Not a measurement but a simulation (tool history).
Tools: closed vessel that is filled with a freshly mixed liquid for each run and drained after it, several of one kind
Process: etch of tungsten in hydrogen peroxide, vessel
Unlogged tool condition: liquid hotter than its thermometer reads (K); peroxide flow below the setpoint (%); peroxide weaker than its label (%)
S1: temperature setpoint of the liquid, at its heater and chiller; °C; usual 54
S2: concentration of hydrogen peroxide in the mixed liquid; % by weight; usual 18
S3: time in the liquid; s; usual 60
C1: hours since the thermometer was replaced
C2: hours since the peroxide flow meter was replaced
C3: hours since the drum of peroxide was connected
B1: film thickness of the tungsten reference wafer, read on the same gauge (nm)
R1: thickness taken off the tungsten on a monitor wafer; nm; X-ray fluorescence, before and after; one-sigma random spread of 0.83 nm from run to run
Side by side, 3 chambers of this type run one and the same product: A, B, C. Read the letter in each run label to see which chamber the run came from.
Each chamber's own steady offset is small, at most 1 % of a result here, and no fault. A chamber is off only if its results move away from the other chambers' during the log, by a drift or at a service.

run	day	S1	S2	S3	C1	C2	C3	B1	R1
1C	0.562	54	18	60	695.7	1358.7	401.3	140.01	158.15
2B	0.896	54	18	60	205.9	125.3	196.3	140.01	159.64
3A	1.379	54	18	60	771.8	855.2	339.3	140.02	160.64
4B	1.942	54	18	60	231	150.4	221.4	140.03	159.95
5C	2.367	54	18	60	739	1402	444.6	139.98	159.28
6A	2.833	54	18	60	806.7	890.1	374.2	140	159.83
7C	3.388	54	18	60	763.5	1426.5	469.1	140.01	158.07
8B	3.888	54	18	60	277.7	197.1	268.1	139.98	160.44
9A	4.208	46.5	18	75	839.7	923.1	407.2	140.01	126.64
10B	4.833	46.5	18	75	300.4	219.8	290.8	139.99	124.47
11A	5.267	46.5	18	75	865.1	948.5	432.6	139.99	123.83
12C	5.858	54	18	60	822.8	1485.8	528.4	140	158.97
13C	6.275	54	14.5	45	832.8	1495.8	538.4	139.99	106.62
# day 6.571: chamber C: new drum of peroxide connected
# day 6.854: chamber A: thermometer replaced
14B	6.9	54	14.5	45	350	269.4	340.4	140	107.78
15A	7.346	54	14.5	45	11.8	998.4	482.5	139.99	105.5
16A	7.788	48.5	18	60	22.4	1009	493.1	140	110.53
17C	8.112	48.5	18	60	876.9	1539.9	37.1	140.01	113.09
# day 8.138: chamber C: peroxide flow meter replaced
18B	8.654	48.5	18	60	392.1	311.5	382.5	139.99	112.87
19A	9.046	54	18	60	52.6	1039.2	523.3	140.02	154.85
20C	9.4	54	18	85	907.8	30.4	68	140.01	225.87
# day 9.621: chamber B: new drum of peroxide connected
21B	9.692	54	18	85	417	336.4	1.8	140.01	226.13
22C	9.975	54	18	85	921.6	44.2	81.8	140	225.69

Has any chamber moved away from the others, gradually or after a service, or does the common gauge drift, or do the chambers differ only by their own small steady offsets? State the chamber and the most likely cause if one applies.

Chamber A drifts away from the others.
Cause: peroxide flow below the setpoint (%) = 6.17.
Not necessarily distinguishable in this log from: peroxide weaker than its label (%).

Which of the 4 candidates below, each the usual settings with something changed and its results left as question marks, puts chamber A back in line with what the other chambers give on the usual settings?
Maximum distance from the other chambers' mean on the usual settings for a result to count as in line: R1 2.9 nm
23A-1	10.442	54.5	18	60					?
23A-2	10.442	54	16	60					?
23A-3	10.442	55	18	60					?
23A-4	10.442	53.5	18	60					?

On the usual settings, the other chambers give on average: R1 159.02 nm
run	R1
23A-1	159.9
23A-2	146.47
23A-3	164.81
23A-4	150.64
The right change is 23A-1: it brings the chamber back within the allowed miss of the others.
